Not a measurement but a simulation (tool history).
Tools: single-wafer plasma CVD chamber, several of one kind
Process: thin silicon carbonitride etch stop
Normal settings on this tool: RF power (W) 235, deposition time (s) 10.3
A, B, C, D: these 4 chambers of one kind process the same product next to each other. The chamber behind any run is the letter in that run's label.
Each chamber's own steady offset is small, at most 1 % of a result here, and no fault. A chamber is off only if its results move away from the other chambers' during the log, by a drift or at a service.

| run | hour | RF power (W) | deposition time (s) | read-back reference wafer on the same gauge, thickness_nm | mean film thickness on the monitor wafer (Å) |
|---|---|---|---|---|---|
| 1C | 9.5 | 235 | 10.3 | 5.3676 | 61.944 |
| 2A | 23.5 | 235 | 10.3 | 5.3671 | 61.036 |
| 3B | 30.8 | 235 | 10.3 | 5.3672 | 61.96 |
| 4D | 44.8 | 235 | 10.3 | 5.369 | 61.711 |
| 5C | 52.8 | 265 | 11.1 | 5.3656 | 69.257 |
|  | 53.7 | chamber C: thermocouple changed; heater temperature recalibrated |
| 6A | 60.2 | 265 | 11.1 | 5.3672 | 68.217 |
| 7B | 69.9 | 265 | 11.1 | 5.3646 | 69.294 |
| 8D | 82.1 | 265 | 11.1 | 5.3604 | 68.8 |
| 9B | 91.5 | 235 | 10.3 | 5.3627 | 62.096 |
| 10D | 98.4 | 235 | 10.3 | 5.3603 | 61.406 |
| 11A | 112.1 | 250 | 11.2 | 5.3599 | 67.635 |
|  | 115.3 | chamber B: RF generator calibrated |
| 12C | 126.5 | 250 | 11.2 | 5.3566 | 68.523 |
| 13D | 135.4 | 250 | 11.2 | 5.3573 | 68.019 |
| 14B | 142.1 | 250 | 11.2 | 5.3547 | 68.813 |
| 15C | 150 | 235 | 10.3 | 5.3566 | 61.76 |
| 16A | 156.3 | 235 | 10.3 | 5.3578 | 60.918 |
| 17B | 169.7 | 235 | 10.3 | 5.3559 | 62.122 |
| 18D | 182.1 | 235 | 10.3 | 5.3551 | 61.43 |
| 19C | 193.8 | 235 | 10.3 | 5.3531 | 61.792 |
| 20A | 202.6 | 235 | 10.3 | 5.3537 | 60.944 |
| 21B | 213.9 | 270 | 8.6 | 5.3532 | 53.801 |
| 22C | 224.5 | 270 | 8.6 | 5.3526 | 53.69 |
| 23D | 231.1 | 270 | 8.6 | 5.3509 | 53.523 |
| 24A | 241.9 | 270 | 8.6 | 5.3486 | 53.046 |
| 25B | 252.8 | 235 | 10.3 | 5.3476 | 61.748 |
| 26D | 265.4 | 235 | 10.3 | 5.3468 | 61.296 |
| 27A | 272.8 | 215 | 11.2 | 5.3463 | 64.451 |
| 28C | 282.3 | 215 | 11.2 | 5.3479 | 65.221 |
| 29D | 293.8 | 215 | 11.2 | 5.3436 | 64.976 |
| 30B | 302.1 | 215 | 11.2 | 5.3443 | 65.21 |
| 31C | 311.6 | 210 | 9.2 | 5.3447 | 53.078 |
| 32A | 325.5 | 210 | 9.2 | 5.3422 | 52.549 |
| 33C | 333 | 210 | 9.2 | 5.3422 | 53.038 |
| 34D | 340.9 | 210 | 9.2 | 5.3428 | 52.996 |
| 35A | 347.8 | 235 | 10.3 | 5.3399 | 60.597 |
| 36B | 354.5 | 235 | 10.3 | 5.3417 | 61.565 |
| 37B | 368.8 | 235 | 10.3 | 5.3414 | 61.969 |
| 38C | 377.6 | 235 | 10.3 | 5.337 | 61.667 |
| 39D | 386 | 215 | 11.1 | 5.3355 | 64.252 |
| 40A | 400.2 | 215 | 11.1 | 5.3351 | 63.579 |
| 41A | 411 | 215 | 11.1 | 5.3351 | 63.656 |
| 42C | 422.9 | 215 | 11.1 | 5.3349 | 64.461 |
| 43B | 434 | 235 | 10.3 | 5.3322 | 61.744 |

Each of the 4 chambers runs these same settings next. Fill in every chamber's results:
| 44A | 444.3 | 235 | 9.6 |  | ? |
| 44B | 444.3 | 235 | 9.6 |  | ? |
| 44C | 444.3 | 235 | 9.6 |  | ? |
| 44D | 444.3 | 235 | 9.6 |  | ? |

| run | mean film thickness on the monitor wafer (Å) |
|---|---|
| 44A | 56.655 |
| 44B | 57.434 |
| 44C | 57.274 |
| 44D | 57.004 |

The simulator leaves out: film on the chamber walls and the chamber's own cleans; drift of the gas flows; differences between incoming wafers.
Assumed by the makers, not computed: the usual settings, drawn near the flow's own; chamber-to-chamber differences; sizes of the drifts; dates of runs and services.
